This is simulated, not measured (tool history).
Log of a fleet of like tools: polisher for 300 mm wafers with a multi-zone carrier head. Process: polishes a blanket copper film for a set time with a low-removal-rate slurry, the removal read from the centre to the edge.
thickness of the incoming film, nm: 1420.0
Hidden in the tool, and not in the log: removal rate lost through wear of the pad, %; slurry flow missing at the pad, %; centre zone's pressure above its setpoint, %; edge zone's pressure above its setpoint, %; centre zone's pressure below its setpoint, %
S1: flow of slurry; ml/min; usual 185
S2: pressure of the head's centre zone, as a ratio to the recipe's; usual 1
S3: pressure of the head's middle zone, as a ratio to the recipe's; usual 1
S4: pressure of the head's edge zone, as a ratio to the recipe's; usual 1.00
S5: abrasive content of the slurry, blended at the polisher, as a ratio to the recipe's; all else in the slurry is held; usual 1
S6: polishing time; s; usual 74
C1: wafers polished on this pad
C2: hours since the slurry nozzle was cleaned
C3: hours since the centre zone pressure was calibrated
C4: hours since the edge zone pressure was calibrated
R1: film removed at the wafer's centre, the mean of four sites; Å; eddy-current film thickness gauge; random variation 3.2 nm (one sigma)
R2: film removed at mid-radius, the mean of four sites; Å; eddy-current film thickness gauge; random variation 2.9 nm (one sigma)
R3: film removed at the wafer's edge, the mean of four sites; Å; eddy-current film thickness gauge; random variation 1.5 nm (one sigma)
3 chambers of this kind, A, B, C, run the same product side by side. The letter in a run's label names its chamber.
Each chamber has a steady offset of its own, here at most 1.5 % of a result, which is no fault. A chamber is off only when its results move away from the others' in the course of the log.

At hour 10.1: chamber B: worn pad replaced by a new one.
Run 1C, hour 13.1: usual settings; C1 455; C2 278.5; C3 249.1; C4 149.0. Result: R1 2543.2 Å, R2 2559.0 Å, R3 2522.6 Å.
Run 2A, hour 20.4: usual settings; C1 1425; C2 390.2; C3 105.1; C4 1077.6. Result: R1 2482.5 Å, R2 2536.7 Å, R3 2562.6 Å.
At hour 22.8: chamber A: worn pad replaced by a new one.
Run 3B, hour 35.8: usual settings; C1 194; C2 158.3; C3 1541.2; C4 236.8. Result: R1 2581.5 Å, R2 2529.3 Å, R3 2505.0 Å.
Run 4B, hour 47.4: usual settings; C1 281; C2 169.9; C3 1552.8; C4 248.4. Result: R1 2470.4 Å, R2 2505.5 Å, R3 2540.2 Å.
Run 5A, hour 55.5: usual settings; C1 247; C2 425.3; C3 140.2; C4 1112.7. Result: R1 2545.5 Å, R2 2509.7 Å, R3 2553.2 Å.
Run 6C, hour 67.4: usual settings; C1 865; C2 332.8; C3 303.4; C4 203.3. Result: R1 2560.4 Å, R2 2545.5 Å, R3 2504.6 Å.
Run 7A, hour 75.9: usual settings; C1 401; C2 445.7; C3 160.6; C4 1133.1. Result: R1 2497.7 Å, R2 2572.5 Å, R3 2556.0 Å.
Run 8B, hour 85.1: usual settings; C1 565; C2 207.6; C3 1590.5; C4 286.1. Result: R1 2548.3 Å, R2 2536.9 Å, R3 2495.8 Å.
At hour 89.3: chamber B: centre zone pressure recalibrated.
Run 9C, hour 92.5: usual settings; C1 1054; C2 357.9; C3 328.5; C4 228.4. Result: R1 2556.0 Å, R2 2552.4 Å, R3 2512.7 Å.
Run 10A, hour 104.8: usual settings; C1 619; C2 474.6; C3 189.5; C4 1162.0. Result: R1 2472.2 Å, R2 2553.2 Å, R3 2555.3 Å.
Run 11B, hour 118.6: usual settings; C1 818; C2 241.1; C3 29.4; C4 319.6. Result: R1 2267.3 Å, R2 2557.9 Å, R3 2529.6 Å.
Run 12C, hour 126.1: usual settings; C1 1308; C2 391.5; C3 362.1; C4 262.0. Result: R1 2537.1 Å, R2 2534.0 Å, R3 2525.7 Å.
At hour 127.4: chamber B: slurry nozzle cleaned.
Run 13C, hour 134.0: usual settings; C1 1367; C2 399.4; C3 370.0; C4 269.9. Result: R1 2527.2 Å, R2 2538.0 Å, R3 2535.6 Å.
At hour 137.0: chamber C: worn pad replaced by a new one.
Run 14A, hour 145.2: usual settings but S1 150 ml/min, S4 1.06; C1 923; C2 515.0; C3 229.9; C4 1202.4. Result: R1 2376.1 Å, R2 2433.8 Å, R3 2544.7 Å.
Run 15B, hour 152.0: usual settings but S1 150 ml/min, S4 1.06; C1 1070; C2 24.6; C3 62.8; C4 353.0. Result: R1 2214.3 Å, R2 2424.6 Å, R3 2525.0 Å.
At hour 162.6: chamber B: worn pad replaced by a new one.
Run 16C, hour 166.1: usual settings but S1 150 ml/min, S4 1.06; C1 219; C2 431.5; C3 402.1; C4 302.0. Result: R1 2378.5 Å, R2 2428.0 Å, R3 2513.8 Å.
At hour 172.4: chamber C: slurry nozzle cleaned.
Run 17B, hour 174.9: usual settings; C1 93; C2 47.5; C3 85.7; C4 375.9. Result: R1 2279.2 Å, R2 2464.5 Å, R3 2507.3 Å.
At hour 179.2: chamber A: worn pad replaced by a new one.
Run 18A, hour 184.1: usual settings; C1 37; C2 553.9; C3 268.8; C4 1241.3. Result: R1 2493.5 Å, R2 2478.3 Å, R3 2544.6 Å.
Run 19A, hour 199.3: usual settings; C1 151; C2 569.1; C3 284.0; C4 1256.5. Result: R1 2505.9 Å, R2 2499.5 Å, R3 2559.6 Å.
Run 20C, hour 207.8: usual settings; C1 534; C2 35.5; C3 443.8; C4 343.7. Result: R1 2542.5 Å, R2 2601.6 Å, R3 2552.2 Å.
Run 21B, hour 222.0: usual settings; C1 448; C2 94.6; C3 132.8; C4 423.0. Result: R1 2227.9 Å, R2 2479.2 Å, R3 2512.8 Å.
Run 22B, hour 232.3: usual settings; C1 526; C2 104.9; C3 143.1; C4 433.3. Result: R1 2251.5 Å, R2 2522.3 Å, R3 2512.6 Å.
Run 23A, hour 239.8: usual settings; C1 457; C2 609.6; C3 324.5; C4 1297.0. Result: R1 2490.9 Å, R2 2529.1 Å, R3 2588.2 Å.
Run 24C, hour 249.9: usual settings; C1 851; C2 77.6; C3 485.9; C4 385.8. Result: R1 2596.7 Å, R2 2515.8 Å, R3 2521.8 Å.
Run 25A, hour 258.3: usual settings; C1 597; C2 628.1; C3 343.0; C4 1315.5. Result: R1 2480.1 Å, R2 2504.2 Å, R3 2549.4 Å.
Run 26B, hour 269.1: usual settings; C1 803; C2 141.7; C3 179.9; C4 470.1. Result: R1 2219.1 Å, R2 2525.3 Å, R3 2524.6 Å.

What goes on in this fleet: one chamber off, a drifting gauge, or nothing beyond the chambers' own small offsets? Name the chamber and the cause, if any.

A service left chamber B off against the others.
Cause: centre zone's pressure below its setpoint, % = 9.19.

Here are 4 candidates for chamber B's next run, each the usual settings with a change, their results left as question marks. Which one brings its results back in line with what the others give on the usual settings?
In line means no further than this from the other chambers' mean on the usual settings: R1 110.0 Å; R2 100.0 Å; R3 54.0 Å
Run 27B-1, hour 280.2: usual settings but S1 180 ml/min, S2 0.93, S3 1.01, S4 1.03, S6 73 s. Result: R1 ?, R2 ?, R3 ?.
Run 27B-2, hour 280.2: usual settings but S2 1.02, S4 0.99. Result: R1 ?, R2 ?, R3 ?.
Run 27B-3, hour 280.2: usual settings but S2 0.98, S4 1.01. Result: R1 ?, R2 ?, R3 ?.
Run 27B-4, hour 280.2: usual settings but S1 190 ml/min, S2 1.07, S3 0.99, S4 0.97, S6 75 s. Result: R1 ?, R2 ?, R3 ?.

The other chambers' mean on the usual settings: R1 2523.6 Å; R2 2539.1 Å; R3 2538.7 Å
  run      R1      R2      R3
27B-1  2073.6  2507.4  2518.3
27B-2  2336.6  2528.2  2509.1
27B-3  2236.8  2528.6  2535.2
27B-4  2505.9  2548.3  2524.4
27B-4 brings the chamber back in line.
